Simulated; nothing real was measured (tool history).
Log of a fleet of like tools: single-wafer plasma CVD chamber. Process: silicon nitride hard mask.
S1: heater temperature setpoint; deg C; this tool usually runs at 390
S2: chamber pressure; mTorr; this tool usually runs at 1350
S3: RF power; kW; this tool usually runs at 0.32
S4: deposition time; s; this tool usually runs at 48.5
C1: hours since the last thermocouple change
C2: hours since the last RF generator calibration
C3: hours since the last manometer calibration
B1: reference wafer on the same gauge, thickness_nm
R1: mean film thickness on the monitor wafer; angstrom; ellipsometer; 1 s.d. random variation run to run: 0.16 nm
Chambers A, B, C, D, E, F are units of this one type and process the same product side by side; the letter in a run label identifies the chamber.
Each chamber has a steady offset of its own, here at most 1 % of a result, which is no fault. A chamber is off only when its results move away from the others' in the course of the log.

run 1A hour=11 | S1=390 S2=1350 S3=0.32 S4=48.5 | C1=1846.6 C2=927 C3=313.4 | B1=44.703 | R1=560.25
run 2F hour=19 | S1=390 S2=1350 S3=0.32 S4=48.5 | C1=302.6 C2=408 C3=900.8 | B1=44.734 | R1=556.05
-- hour=29.3 chamber A: thermocouple changed; heater temperature recalibrated
run 3D hour=29.8 | S1=390 S2=1350 S3=0.32 S4=48.5 | C1=1891.4 C2=904.2 C3=1085.9 | B1=44.731 | R1=556.5
run 4E hour=36.3 | S1=390 S2=1350 S3=0.32 S4=48.5 | C1=2503.4 C2=267.9 C3=1327.8 | B1=44.706 | R1=562.34
run 5C hour=50.4 | S1=390 S2=1350 S3=0.32 S4=48.5 | C1=166.9 C2=1249 C3=983.7 | B1=44.699 | R1=554.01
run 6B hour=60.6 | S1=376 S2=1350 S3=0.32 S4=56.6 | C1=1660.6 C2=529.8 C3=1796.8 | B1=44.741 | R1=652.02
run 7B hour=68 | S1=376 S2=1350 S3=0.32 S4=56.6 | C1=1668 C2=537.2 C3=1804.2 | B1=44.695 | R1=652.46
run 8F hour=76.5 | S1=376 S2=1350 S3=0.32 S4=56.6 | C1=360.1 C2=465.5 C3=958.3 | B1=44.68 | R1=654.31
run 9A hour=83.4 | S1=376 S2=1350 S3=0.32 S4=56.6 | C1=54.1 C2=999.4 C3=385.8 | B1=44.709 | R1=656.22
run 10D hour=93.1 | S1=376 S2=1350 S3=0.32 S4=56.6 | C1=1954.7 C2=967.5 C3=1149.2 | B1=44.702 | R1=655.53
run 11E hour=103.6 | S1=376 S2=1350 S3=0.32 S4=56.6 | C1=2570.7 C2=335.2 C3=1395.1 | B1=44.67 | R1=654.52
run 12C hour=112.8 | S1=390 S2=1350 S3=0.32 S4=48.5 | C1=229.3 C2=1311.4 C3=1046.1 | B1=44.726 | R1=554.07
run 13A hour=126.9 | S1=390 S2=1350 S3=0.32 S4=48.5 | C1=97.6 C2=1042.9 C3=429.3 | B1=44.712 | R1=558.13
run 14B hour=133.3 | S1=390 S2=1550 S3=0.32 S4=42.6 | C1=1733.3 C2=602.5 C3=1869.5 | B1=44.689 | R1=510.01
run 15E hour=146.5 | S1=390 S2=1550 S3=0.32 S4=42.6 | C1=2613.6 C2=378.1 C3=1438 | B1=44.714 | R1=512.48
run 16C hour=155.1 | S1=390 S2=1550 S3=0.32 S4=42.6 | C1=271.6 C2=1353.7 C3=1088.4 | B1=44.715 | R1=505.45
run 17F hour=163.5 | S1=390 S2=1550 S3=0.32 S4=42.6 | C1=447.1 C2=552.5 C3=1045.3 | B1=44.671 | R1=510.54
run 18D hour=175.4 | S1=390 S2=1550 S3=0.32 S4=42.6 | C1=2037 C2=1049.8 C3=1231.5 | B1=44.735 | R1=509.43
run 19D hour=184.6 | S1=390 S2=1550 S3=0.32 S4=42.6 | C1=2046.2 C2=1059 C3=1240.7 | B1=44.681 | R1=508.08
run 20A hour=196.3 | S1=390 S2=1350 S3=0.265 S4=57.4 | C1=167 C2=1112.3 C3=498.7 | B1=44.71 | R1=585.38
run 21E hour=208.8 | S1=390 S2=1350 S3=0.265 S4=57.4 | C1=2675.9 C2=440.4 C3=1500.3 | B1=44.68 | R1=583.3
run 22B hour=219.3 | S1=390 S2=1350 S3=0.265 S4=57.4 | C1=1819.3 C2=688.5 C3=1955.5 | B1=44.675 | R1=578.83
-- hour=219.7 chamber C: capacitance manometer re-zeroed and calibrated
run 23C hour=231.4 | S1=390 S2=1350 S3=0.265 S4=57.4 | C1=347.9 C2=1430 C3=11.8 | B1=44.704 | R1=567.49
run 24F hour=243.7 | S1=390 S2=1350 S3=0.265 S4=57.4 | C1=527.3 C2=632.7 C3=1125.5 | B1=44.714 | R1=579.81
run 25B hour=250 | S1=390 S2=1350 S3=0.265 S4=57.4 | C1=1850 C2=719.2 C3=1986.2 | B1=44.708 | R1=579.27
-- hour=254.4 chamber D: thermocouple changed; heater temperature recalibrated
run 26A hour=260.9 | S1=390 S2=1350 S3=0.32 S4=48.5 | C1=231.6 C2=1176.9 C3=563.3 | B1=44.679 | R1=558.07
run 27F hour=267.6 | S1=390 S2=1350 S3=0.32 S4=48.5 | C1=551.2 C2=656.6 C3=1149.4 | B1=44.706 | R1=551.22
run 28C hour=281.4 | S1=390 S2=1350 S3=0.32 S4=48.5 | C1=397.9 C2=1480 C3=61.8 | B1=44.691 | R1=538.71
-- hour=282 chamber A: RF generator calibrated
run 29D hour=293.5 | S1=390 S2=1350 S3=0.32 S4=48.5 | C1=39.2 C2=1167.9 C3=1349.6 | B1=44.703 | R1=556.22
run 30E hour=300.8 | S1=390 S2=1350 S3=0.32 S4=48.5 | C1=2767.9 C2=532.4 C3=1592.3 | B1=44.728 | R1=560.42
run 31C hour=310.5 | S1=390 S2=1350 S3=0.32 S4=48.5 | C1=427 C2=1509.1 C3=90.9 | B1=44.701 | R1=537.08
run 32B hour=318.3 | S1=390 S2=1350 S3=0.32 S4=48.5 | C1=1918.3 C2=787.5 C3=2054.5 | B1=44.729 | R1=557.49
run 33D hour=329.1 | S1=390 S2=1350 S3=0.32 S4=48.5 | C1=74.8 C2=1203.5 C3=1385.2 | B1=44.702 | R1=556.18
run 34E hour=337.2 | S1=390 S2=1350 S3=0.32 S4=48.5 | C1=2804.3 C2=568.8 C3=1628.7 | B1=44.686 | R1=559.02
run 35F hour=345.2 | S1=390 S2=1350 S3=0.32 S4=48.5 | C1=628.8 C2=734.2 C3=1227 | B1=44.657 | R1=553.7
run 36A hour=354.4 | S1=390 S2=1350 S3=0.32 S4=48.5 | C1=325.1 C2=72.4 C3=656.8 | B1=44.712 | R1=559.2
run 37E hour=367.4 | S1=390 S2=1350 S3=0.32 S4=48.5 | C1=2834.5 C2=599 C3=1658.9 | B1=44.669 | R1=558.9

Has any chamber moved away from the others, gradually or after a service, or does the common gauge drift, or do the chambers differ only by their own small steady offsets? State the chamber and the most likely cause if one applies.

Little by little, chamber C moves away from the other chambers.
Cause: delivered RF power below the setpoint (%) = 5.84.

Below are 4 candidate recipes for chamber C's next run, each the usual settings with a change, their results shown as question marks. Which of them brings C's results back in line with what the other chambers give on the usual settings?
Maximum distance from the other chambers' mean on the usual settings for a result to count as in line: R1 5.5 angstrom
run 38C-1 hour=377.5 | S1=390 S2=1330 S3=0.315 S4=47.2 | R1=?
run 38C-2 hour=377.5 | S1=390 S2=1400 S3=0.335 S4=48.5 | R1=?
run 38C-3 hour=377.5 | S1=390 S2=1370 S3=0.33 S4=48.5 | R1=?
run 38C-4 hour=377.5 | S1=390 S2=1350 S3=0.32 S4=47.5 | R1=?

Average result of the remaining chambers running the usual settings: R1 557.05 angstrom
run=38C-1 R1=510.58
run=38C-2 R1=554.95
run=38C-3 R1=545.96
run=38C-4 R1=521.69
The right change is 38C-2: it brings the chamber back within the allowed miss of the others.
